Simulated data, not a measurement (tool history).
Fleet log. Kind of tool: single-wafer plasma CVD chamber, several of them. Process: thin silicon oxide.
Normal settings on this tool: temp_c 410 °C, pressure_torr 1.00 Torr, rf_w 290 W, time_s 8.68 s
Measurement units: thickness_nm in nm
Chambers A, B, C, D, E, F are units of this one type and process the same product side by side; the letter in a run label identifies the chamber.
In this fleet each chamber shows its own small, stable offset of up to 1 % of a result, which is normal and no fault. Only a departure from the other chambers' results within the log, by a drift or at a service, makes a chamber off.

run	hour	temp_c	pressure_torr	rf_w	time_s	hours since the last thermocouple change	hours since the last RF generator calibration	hours since the last manometer calibration	read-back reference wafer on the same gauge, thickness_nm	thickness_nm
1A	4.8	410	1.00	290	8.68	358.1	837.4	1331.6	17.691	18.899
2B	8.6	410	1.00	290	8.68	499.3	318.3	1102.9	17.700	18.816
3F	10.8	410	1.00	290	8.68	1696.8	303.7	1777.6	17.688	18.838
4D	14.7	410	1.00	290	8.68	365.9	467.6	108.3	17.708	18.672
5C	18.3	410	1.00	290	8.68	253.9	1152.1	1076.8	17.702	19.032
6E	22.2	410	1.00	290	8.68	85.1	34.8	950.2	17.700	18.716
7D	26.1	410	1.16	290	7.98	377.3	479.0	119.7	17.709	18.909
8A	29.7	410	1.16	290	7.98	383.0	862.3	1356.5	17.692	19.067
9E	34.1	410	1.16	290	7.98	97.0	46.7	962.1	17.702	18.899
10F	36.6	410	1.16	290	7.98	1722.6	329.5	1803.4	17.706	19.305
11B	39.3	410	1.16	290	7.98	530.0	349.0	1133.6	17.702	19.205
12C	43.4	410	1.16	290	7.98	279.0	1177.2	1101.9	17.700	19.275
13C	45.6	410	1.00	290	8.68	281.2	1179.4	1104.1	17.697	18.996
14F	50.2	410	1.00	290	8.68	1736.2	343.1	1817.0	17.699	18.995
15D	53.7	410	1.00	290	8.68	404.9	506.6	147.3	17.703	18.667
16E	57.3	410	1.00	290	8.68	120.2	69.9	985.3	17.702	18.798
17A	61.6	410	1.00	290	8.68	414.9	894.2	1388.4	17.698	18.879
18B	66.1	410	1.00	290	8.68	556.8	375.8	1160.4	17.701	18.832
# hour 67.2: chamber F: capacitance manometer re-zeroed and calibrated
19D	70.0	410	1.00	290	8.68	421.2	522.9	163.6	17.708	18.674
20A	72.8	410	1.00	290	8.68	426.1	905.4	1399.6	17.698	18.742
21E	75.3	410	1.00	290	8.68	138.2	87.9	1003.3	17.709	18.772
22F	78.6	410	1.00	290	8.68	1764.6	371.5	11.5	17.720	19.854
23C	81.7	410	1.18	310	8.68	317.3	1215.5	1140.2	17.694	21.863
24B	85.7	410	1.18	310	8.68	576.4	395.4	1180.0	17.690	21.629
25E	90.1	410	1.18	310	8.68	153.0	102.7	1018.1	17.704	21.464
26C	93.5	410	1.18	310	8.68	329.1	1227.3	1152.0	17.704	21.730
27F	98.0	410	1.18	310	8.68	1784.0	390.9	30.9	17.720	22.514
28D	100.7	410	1.18	310	8.68	451.9	553.6	194.3	17.710	21.494
29B	105.3	410	1.00	235	8.68	596.0	415.0	1199.6	17.688	17.119
30A	107.5	410	1.00	235	8.68	460.8	940.1	1434.3	17.705	17.295
31F	110.4	410	1.00	235	8.68	1796.4	403.3	43.3	17.693	18.155
32E	114.3	410	1.00	235	8.68	177.2	126.9	1042.3	17.697	17.109
33C	119.0	410	1.00	235	8.68	354.6	1252.8	1177.5	17.696	17.290
34D	123.4	410	1.00	235	8.68	474.6	576.3	217.0	17.696	16.958
35A	127.2	410	1.00	290	8.68	480.5	959.8	1454.0	17.691	18.854
36B	130.4	410	1.00	290	8.68	621.1	440.1	1224.7	17.695	18.787
37F	135.1	410	1.00	290	8.68	1821.1	428.0	68.0	17.716	19.794
38C	137.4	410	1.00	290	8.68	373.0	1271.2	1195.9	17.706	18.968
39B	140.3	410	1.00	290	8.68	631.0	450.0	1234.6	17.703	18.964

Decide between three cases: one chamber stands off from its peers, the gauge reading all wafers drifts, or nothing is wrong past each chamber's small offset. Where a chamber is off, say which and what most likely put it there.

Chamber F came out of a service off from its peers and stayed that way.
Likeliest cause: true pressure above the setpoint (%) = 6.44.

Chamber F could run next with any of the 4 candidate recipes listed below; each alters the usual settings, and their results appear as question marks. Which one brings its results back in line with what the other chambers deliver on the usual settings?
Counts as in line when no further than this from what the other chambers average on the usual settings: thickness_nm 0.260 nm
40F-1	143.7	410	0.97	285	8.44					?
40F-2	143.7	410	1.03	295	8.92					?
40F-3	143.7	410	1.00	310	8.68					?
40F-4	143.7	410	0.96	290	8.68					?

The other chambers' mean on the usual settings: thickness_nm 18.794 nm
run	thickness_nm
40F-1	18.703
40F-2	20.864
40F-3	20.307
40F-4	19.239
It is 40F-1 that realigns the chamber with its peers.
